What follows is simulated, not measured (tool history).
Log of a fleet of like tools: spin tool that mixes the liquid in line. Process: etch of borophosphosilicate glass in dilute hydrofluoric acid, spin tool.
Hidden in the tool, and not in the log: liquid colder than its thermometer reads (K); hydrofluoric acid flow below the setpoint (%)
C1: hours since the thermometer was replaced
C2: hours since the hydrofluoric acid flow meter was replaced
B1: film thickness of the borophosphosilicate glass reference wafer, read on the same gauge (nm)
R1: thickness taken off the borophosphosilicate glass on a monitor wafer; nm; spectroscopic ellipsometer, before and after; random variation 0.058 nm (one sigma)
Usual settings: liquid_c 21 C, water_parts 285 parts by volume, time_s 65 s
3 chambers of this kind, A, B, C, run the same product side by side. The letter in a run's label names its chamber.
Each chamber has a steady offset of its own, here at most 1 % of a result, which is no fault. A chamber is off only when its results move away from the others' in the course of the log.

Run 1C, day 0.442: usual settings; C1 1850.1; C2 1466.0; B1 70.023. Result: R1 6.1175 nm.
Run 2A, day 0.946: usual settings; C1 1542.9; C2 2315.7; B1 69.964. Result: R1 5.9672 nm.
Run 3B, day 1.438: usual settings; C1 1178.3; C2 70.9; B1 69.971. Result: R1 5.9707 nm.
Run 4A, day 1.858: usual settings; C1 1564.8; C2 2337.6; B1 69.994. Result: R1 5.8936 nm.
Run 5B, day 2.146: usual settings; C1 1195.3; C2 87.9; B1 70.029. Result: R1 6.0779 nm.
Run 6C, day 2.425: usual settings; C1 1897.7; C2 1513.6; B1 69.999. Result: R1 5.9852 nm.
At day 2.479: chamber A: hydrofluoric acid flow meter replaced.
Run 7A, day 2.912: usual settings; C1 1590.1; C2 10.5; B1 69.976. Result: R1 5.9576 nm.
Run 8B, day 3.283: usual settings; C1 1222.6; C2 115.2; B1 70.016. Result: R1 6.0483 nm.
Run 9C, day 3.708: usual settings; C1 1928.5; C2 1544.4; B1 70.005. Result: R1 5.9803 nm.
Run 10B, day 4.183: usual settings; C1 1244.2; C2 136.8; B1 69.984. Result: R1 5.9548 nm.
Run 11C, day 4.729: usual settings but liquid_c 24 C, time_s 50 s; C1 1953.0; C2 1568.9; B1 69.989. Result: R1 5.1362 nm.
Run 12A, day 5.100: usual settings but liquid_c 24 C, time_s 50 s; C1 1642.6; C2 63.0; B1 70.007. Result: R1 5.0584 nm.
Run 13C, day 5.421: usual settings but liquid_c 24 C, time_s 50 s; C1 1969.6; C2 1585.5; B1 70.008. Result: R1 5.1266 nm.
Run 14A, day 5.700: usual settings; C1 1657.0; C2 77.4; B1 70.006. Result: R1 5.8921 nm.
Run 15B, day 6.033: usual settings; C1 1288.6; C2 181.2; B1 70.004. Result: R1 6.0279 nm.
Run 16A, day 6.329: usual settings; C1 1672.1; C2 92.5; B1 69.975. Result: R1 5.8944 nm.
Run 17B, day 6.854: usual settings; C1 1308.3; C2 200.9; B1 69.981. Result: R1 5.9408 nm.
Run 18C, day 7.167: usual settings; C1 2011.5; C2 1627.4; B1 69.987. Result: R1 5.9553 nm.
Run 19B, day 7.446: usual settings but water_parts 375 parts by volume, time_s 55 s; C1 1322.5; C2 215.1; B1 70.027. Result: R1 3.6165 nm.
Run 20A, day 7.712: usual settings but water_parts 375 parts by volume, time_s 55 s; C1 1705.3; C2 125.7; B1 69.970. Result: R1 3.5063 nm.
Run 21C, day 8.042: usual settings but water_parts 375 parts by volume, time_s 55 s; C1 2032.5; C2 1648.4; B1 69.977. Result: R1 3.4795 nm.
Run 22C, day 8.488: usual settings; C1 2043.2; C2 1659.1; B1 70.008. Result: R1 5.9407 nm.
Run 23B, day 8.954: usual settings; C1 1358.7; C2 251.3; B1 70.007. Result: R1 6.0617 nm.
Run 24A, day 9.479: usual settings; C1 1747.7; C2 168.1; B1 69.985. Result: R1 5.9496 nm.
Run 25B, day 9.983: usual settings; C1 1383.4; C2 276.0; B1 69.958. Result: R1 6.0448 nm.
Run 26A, day 10.546: usual settings; C1 1773.3; C2 193.7; B1 69.997. Result: R1 6.0379 nm.
Run 27C, day 10.967: usual settings; C1 2102.7; C2 1718.6; B1 70.042. Result: R1 5.7613 nm.
Run 28C, day 11.558: usual settings; C1 2116.9; C2 1732.8; B1 69.996. Result: R1 5.8701 nm.
Run 29B, day 12.000: usual settings; C1 1431.8; C2 324.4; B1 70.004. Result: R1 6.0621 nm.
Run 30A, day 12.562: usual settings; C1 1821.7; C2 242.1; B1 69.992. Result: R1 5.9552 nm.
Run 31B, day 12.846: usual settings; C1 1452.1; C2 344.7; B1 69.990. Result: R1 5.9606 nm.
Run 32C, day 13.158: usual settings; C1 2155.3; C2 1771.2; B1 70.017. Result: R1 5.7150 nm.
Run 33A, day 13.492: usual settings; C1 1844.0; C2 264.4; B1 69.975. Result: R1 5.9834 nm.
Run 34A, day 13.967: usual settings; C1 1855.4; C2 275.8; B1 69.990. Result: R1 5.9427 nm.
Run 35B, day 14.329: usual settings; C1 1487.7; C2 380.3; B1 70.025. Result: R1 6.0575 nm.
At day 14.642: chamber A: thermometer replaced.
Run 36C, day 14.762: usual settings; C1 2193.8; C2 1809.7; B1 69.962. Result: R1 5.6736 nm.
Run 37A, day 15.117: usual settings; C1 11.4; C2 303.4; B1 69.996. Result: R1 5.9367 nm.
Run 38C, day 15.579: usual settings; C1 2213.4; C2 1829.3; B1 70.017. Result: R1 5.6551 nm.
Run 39B, day 15.888: usual settings; C1 1525.1; C2 417.7; B1 70.002. Result: R1 6.0426 nm.
Run 40B, day 16.342: usual settings; C1 1536.0; C2 428.6; B1 69.987. Result: R1 6.1798 nm.
Run 41C, day 16.800: usual settings; C1 2242.7; C2 1858.6; B1 69.997. Result: R1 5.5699 nm.
Run 42A, day 17.288: usual settings; C1 63.5; C2 355.5; B1 69.997. Result: R1 5.8720 nm.
Run 43C, day 17.700: usual settings; C1 2264.3; C2 1880.2; B1 69.991. Result: R1 5.5732 nm.
Run 44B, day 18.033: usual settings but liquid_c 25 C, water_parts 165 parts by volume; C1 1576.6; C2 469.2; B1 70.020. Result: R1 13.6950 nm.

Is one chamber off against the others, does the gauge drift, or is nothing wrong? If a chamber is off, say which, and what the likeliest cause is.

Chamber C drifts away from the others.
Cause: hydrofluoric acid flow below the setpoint (%) = 5.81.
The log may not tell that from: liquid colder than its thermometer reads (K).

Here are 4 candidates for chamber C's next run, each the usual settings with a change, their results left as question marks. Which one brings its results back in line with what the others give on the usual settings?
In line means no further than this from the other chambers' mean on the usual settings: R1 0.2000 nm
Run 45C-1, day 18.458: usual settings but water_parts 300 parts by volume. Result: R1 ?.
Run 45C-2, day 18.458: usual settings but liquid_c 20.5 C, water_parts 310 parts by volume. Result: R1 ?.
Run 45C-3, day 18.458: usual settings but water_parts 270 parts by volume, time_s 70 s. Result: R1 ?.
Run 45C-4, day 18.458: usual settings but liquid_c 23.0 C. Result: R1 ?.

The other chambers' mean on the usual settings: R1 5.9949 nm
  run      R1
45C-1  5.1971
45C-2  4.8913
45C-3  6.4139
45C-4  5.9646
45C-4 brings the chamber back in line.

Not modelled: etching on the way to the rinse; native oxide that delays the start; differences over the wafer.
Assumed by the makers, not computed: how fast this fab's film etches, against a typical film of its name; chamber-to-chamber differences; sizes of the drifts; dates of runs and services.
